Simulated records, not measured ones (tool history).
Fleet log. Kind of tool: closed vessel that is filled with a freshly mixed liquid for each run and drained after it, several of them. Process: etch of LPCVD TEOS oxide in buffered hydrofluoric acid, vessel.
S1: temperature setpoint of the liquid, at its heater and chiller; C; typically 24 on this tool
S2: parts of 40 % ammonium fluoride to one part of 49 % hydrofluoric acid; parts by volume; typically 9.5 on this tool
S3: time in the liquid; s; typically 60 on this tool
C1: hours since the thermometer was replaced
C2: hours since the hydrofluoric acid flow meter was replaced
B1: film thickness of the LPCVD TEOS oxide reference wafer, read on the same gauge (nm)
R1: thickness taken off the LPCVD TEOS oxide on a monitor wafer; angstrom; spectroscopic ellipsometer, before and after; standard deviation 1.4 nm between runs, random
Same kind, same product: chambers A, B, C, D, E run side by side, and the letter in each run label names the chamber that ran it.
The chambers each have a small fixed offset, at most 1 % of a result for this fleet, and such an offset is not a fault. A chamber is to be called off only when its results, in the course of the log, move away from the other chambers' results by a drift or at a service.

run   hour    S1   S2  S3      C1      C2      B1      R1
 1A    3.1    24  9.5  60   858.8  1645.8     140  1491.7
 2E    7.8    24  9.5  60  1949.7   408.1  139.98  1449.7
      10.4  -- chamber D: hydrofluoric acid flow meter replaced
 3D   14.4    24  9.5  60   410.1       4  140.01  1491.5
 4B   19.6    24  9.5  60   557.2    80.9  140.01  1475.3
 5C     23    24  9.5  60  2125.5  1225.8     140  1488.2
 6D   27.9    24  9.5  60   423.6    17.5     140  1471.7
      29.3  -- chamber C: hydrofluoric acid flow meter replaced
 7C   33.9    24  9.5  60  2136.4     4.6  139.97  1462.2
 8B   38.7    24  9.5  60   576.3     100     140  1474.9
 9E   45.6  27.5  9.5  40  1987.5   445.9  139.99  1172.2
10A   52.4  27.5  9.5  40   908.1  1695.1  139.99  1183.7
11B   59.1  27.5  9.5  40   596.7   120.4     140  1171.1
12E   62.5  27.5  9.5  40  2004.4   462.8  139.98  1162.5
13D   68.6  27.5  9.5  40   464.3    58.2  140.02    1199
14C   73.2    24  9.5  60  2175.7    43.9  139.97  1474.9
15A   79.7    24  9.5  60   935.4  1722.4  139.99  1487.2
16C   82.8    24  9.5  60  2185.3    53.5  140.01  1465.1
17B   89.4    24  9.5  60     627   150.7     140  1489.1
18E   95.2    24  9.5  60  2037.1   495.5  140.01  1441.9
19D  102.1    24  9.5  60   497.8    91.7     140  1486.6
20A  109.1    24  9.5  60   964.8  1751.8  140.01  1482.2
21C    113    24  6.5  60  2215.5    83.7  139.99  2130.2
     115.5  -- chamber A: hydrofluoric acid flow meter replaced
22E  118.8    24  6.5  60  2060.7   519.1  139.99  2103.8
23B  123.9    24  6.5  60   661.5   185.2  139.99    2156
24D  128.6    24  6.5  60   524.3   118.2  140.01  2112.4
25A  134.6    24  6.5  60   990.3    19.1  140.01  2152.3
26E  140.6    24  9.5  60  2082.5   540.9  140.02  1447.3
27B  145.4    24    8  60     683   206.7     140  1733.2
28A  148.9    24    8  60  1004.6    33.4  139.99  1760.5
29D    156    24    8  60   551.7   145.6  140.01  1729.2
30C  161.7    24    8  60  2264.2   132.4  139.99  1736.5
31C    167    24    8  60  2269.5   137.7  140.02  1732.4
32B  171.6    24  9.5  60   709.2   232.9  140.01  1464.3
33E  176.6    24  9.5  60  2118.5   576.9  140.03    1441

Each of the 5 chambers runs these same settings next. Fill in every chamber's results:
34A  181.6  24  9.5  60               ?
34B  181.6  24  9.5  60               ?
34C  181.6  24  9.5  60               ?
34D  181.6  24  9.5  60               ?
34E  181.6  24  9.5  60               ?

run      R1
34A  1460.9
34B  1492.7
34C    1490
34D  1459.8
34E  1450.4

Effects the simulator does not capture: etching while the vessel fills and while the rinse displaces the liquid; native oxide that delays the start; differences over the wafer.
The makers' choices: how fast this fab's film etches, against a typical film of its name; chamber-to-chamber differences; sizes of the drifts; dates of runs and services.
